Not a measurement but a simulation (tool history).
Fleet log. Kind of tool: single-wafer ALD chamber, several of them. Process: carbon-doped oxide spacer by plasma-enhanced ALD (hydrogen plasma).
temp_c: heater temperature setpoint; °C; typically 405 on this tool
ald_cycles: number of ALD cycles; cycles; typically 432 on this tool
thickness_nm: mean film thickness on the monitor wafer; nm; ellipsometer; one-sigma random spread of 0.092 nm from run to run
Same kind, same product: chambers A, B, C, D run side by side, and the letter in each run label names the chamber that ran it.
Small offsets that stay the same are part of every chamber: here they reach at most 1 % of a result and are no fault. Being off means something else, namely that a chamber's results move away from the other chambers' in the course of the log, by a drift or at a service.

| run | day | temp_c | ald_cycles | read-back reference wafer on the same gauge, thickness_nm | thickness_nm |
|---|---|---|---|---|---|
| 1C | 0.425 | 405 | 432 | 22.174 | 21.142 |
| 2B | 0.933 | 405 | 432 | 22.194 | 21.110 |
| 3A | 1.558 | 405 | 432 | 22.176 | 21.489 |
| 4D | 2.171 | 405 | 432 | 22.217 | 21.474 |
| 5D | 2.796 | 405 | 432 | 22.219 | 21.194 |
| 6C | 3.233 | 405 | 432 | 22.195 | 21.056 |
| 7A | 3.654 | 393 | 376 | 22.209 | 18.995 |
| 8B | 4.238 | 393 | 376 | 22.178 | 18.621 |
| 9D | 4.579 | 393 | 376 | 22.202 | 18.932 |
| 10B | 5.054 | 393 | 376 | 22.192 | 18.761 |
| 11C | 5.442 | 405 | 432 | 22.207 | 21.325 |
| 12A | 5.733 | 405 | 432 | 22.204 | 21.292 |
| 13B | 6.075 | 405 | 489 | 22.209 | 23.893 |
| 14A | 6.592 | 405 | 489 | 22.216 | 24.141 |
| 15D | 7.088 | 405 | 489 | 22.202 | 24.270 |
| 16C | 7.571 | 405 | 489 | 22.218 | 24.003 |
| 17B | 7.904 | 405 | 432 | 22.196 | 21.062 |
| 18C | 8.542 | 405 | 432 | 22.184 | 21.188 |
| 19A | 8.912 | 405 | 432 | 22.211 | 21.291 |
| 20D | 9.350 | 405 | 432 | 22.232 | 21.168 |
| 21B | 9.788 | 405 | 432 | 22.184 | 21.108 |
| 22A | 10.300 | 405 | 432 | 22.192 | 21.280 |
| 23D | 10.883 | 405 | 432 | 22.220 | 21.543 |
| 24C | 11.208 | 405 | 432 | 22.196 | 21.133 |
| 25A | 11.692 | 405 | 432 | 22.205 | 21.327 |
| 26D | 12.254 | 405 | 432 | 22.186 | 21.372 |

Has any chamber moved away from the others, gradually or after a service, or does the common gauge drift, or do the chambers differ only by their own small steady offsets? State the chamber and the most likely cause if one applies.

Beyond each chamber's small constant offset nothing stands out, and the gauge stays steady.
